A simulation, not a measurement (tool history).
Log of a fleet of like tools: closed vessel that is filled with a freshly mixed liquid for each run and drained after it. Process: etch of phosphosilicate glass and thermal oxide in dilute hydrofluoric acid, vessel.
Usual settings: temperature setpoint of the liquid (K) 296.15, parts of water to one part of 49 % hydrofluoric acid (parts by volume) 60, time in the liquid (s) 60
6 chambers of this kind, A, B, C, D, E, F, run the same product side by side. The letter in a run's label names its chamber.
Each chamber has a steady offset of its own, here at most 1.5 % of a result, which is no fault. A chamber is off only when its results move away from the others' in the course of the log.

run	hour	temperature setpoint of the liquid (K)	parts of water to one part of 49 % hydrofluoric acid (parts by volume)	time in the liquid (s)	read-back film thickness of the phosphosilicate glass reference wafer, read on the same gauge (nm)	read-back film thickness of the thermal oxide reference wafer, read on the same gauge (nm)	thickness taken off the phosphosilicate glass on a monitor wafer (Å)	thickness taken off the thermal oxide on a monitor wafer (Å)
1C	11.7	296.15	60	60	59.991	120.03	1998.7	48.105
2F	23.8	296.15	60	60	59.984	119.97	2013	47.909
3E	29.2	296.15	60	60	60.005	119.95	2032.1	48.68
4A	39.2	296.15	60	60	60.017	120.02	2036.3	48.218
5B	50.3	296.15	60	60	59.991	119.99	2002.6	47.422
6D	59.3	296.15	60	60	59.978	120	2017.4	47.753
7C	67.2	296.15	60	60	59.996	120.02	2015.5	48.57
8A	73	296.15	60	60	60.01	120.05	2050.5	47.874
9E	83.4	296.15	60	60	60.004	119.98	2055.9	48.75
10B	95.4	296.15	60	60	60.007	120.02	1984.6	48.039
11D	105.4	296.15	60	60	60.006	119.97	2020.1	48.435
12F	110.8	296.15	60	60	60.003	119.99	2007.1	48.309
13D	120	296.15	60	30	60.012	120	999.35	23.853
14E	125.4	296.15	60	30	59.997	120.03	1015.4	24.264
15F	135.7	296.15	60	30	59.995	120.02	1006.2	24.046
16A	143.4	296.15	60	30	59.999	120.02	1024.7	24.053
17C	150.2	296.15	60	30	59.991	119.95	1012.6	24.029
18B	158.8	296.15	60	30	60.001	120.04	989.3	23.568
19B	164.2	296.15	60	60	59.991	119.98	2006.1	48.329
20D	170.5	296.15	70	60	59.996	120.03	1716.1	39.956
21F	178.7	296.15	70	60	60	120.02	1718.4	40.852
22C	186	296.15	70	60	59.993	120.05	1687.9	41.546
23A	192.7	296.15	70	60	59.987	119.99	1728.5	40.11
24E	200.1	296.15	70	60	60.014	120.02	1733.3	40.439
25A	207.3	296.15	70	60	59.993	119.99	1713.6	40.985
26F	214	296.15	60	60	60.004	119.95	2001.3	48.14
27D	220.3	296.15	60	60	59.997	119.98	2024.9	47.574
28C	225.7	296.15	60	60	60.01	120	2000	48.692
29E	237.2	296.15	60	60	60.024	119.97	2046.5	48.444
# hour 239.7: chamber A: hydrofluoric acid flow meter replaced
30B	245.9	296.15	60	60	60	120.01	1990.2	47.717
31A	257.4	296.15	60	60	60.004	119.99	2049.8	48.533
32C	264.7	296.15	60	60	59.995	120	2012	48.604
33F	273.1	296.15	70	80	60.011	120	2270.6	54.413
34B	279.2	296.15	70	80	60.015	120.04	2250.2	54.212
35E	287.5	296.15	70	80	59.976	119.98	2299.2	54.387
36D	299.3	296.15	70	80	60.003	120.02	2296.5	53.144
37B	307	296.15	70	80	59.991	119.99	2233.7	54.282

Next, every chamber runs the same settings. What will each give?
38A	315.7	296.15	40	60			?	?
38B	315.7	296.15	40	60			?	?
38C	315.7	296.15	40	60			?	?
38D	315.7	296.15	40	60			?	?
38E	315.7	296.15	40	60			?	?
38F	315.7	296.15	40	60			?	?

run	thickness taken off the phosphosilicate glass on a monitor wafer (Å)	thickness taken off the thermal oxide on a monitor wafer (Å)
38A	3179.4	74.176
38B	3040.8	73.286
38C	3105.2	74.316
38D	3072.3	72.946
38E	3163.6	73.851
38F	3111.2	73.566
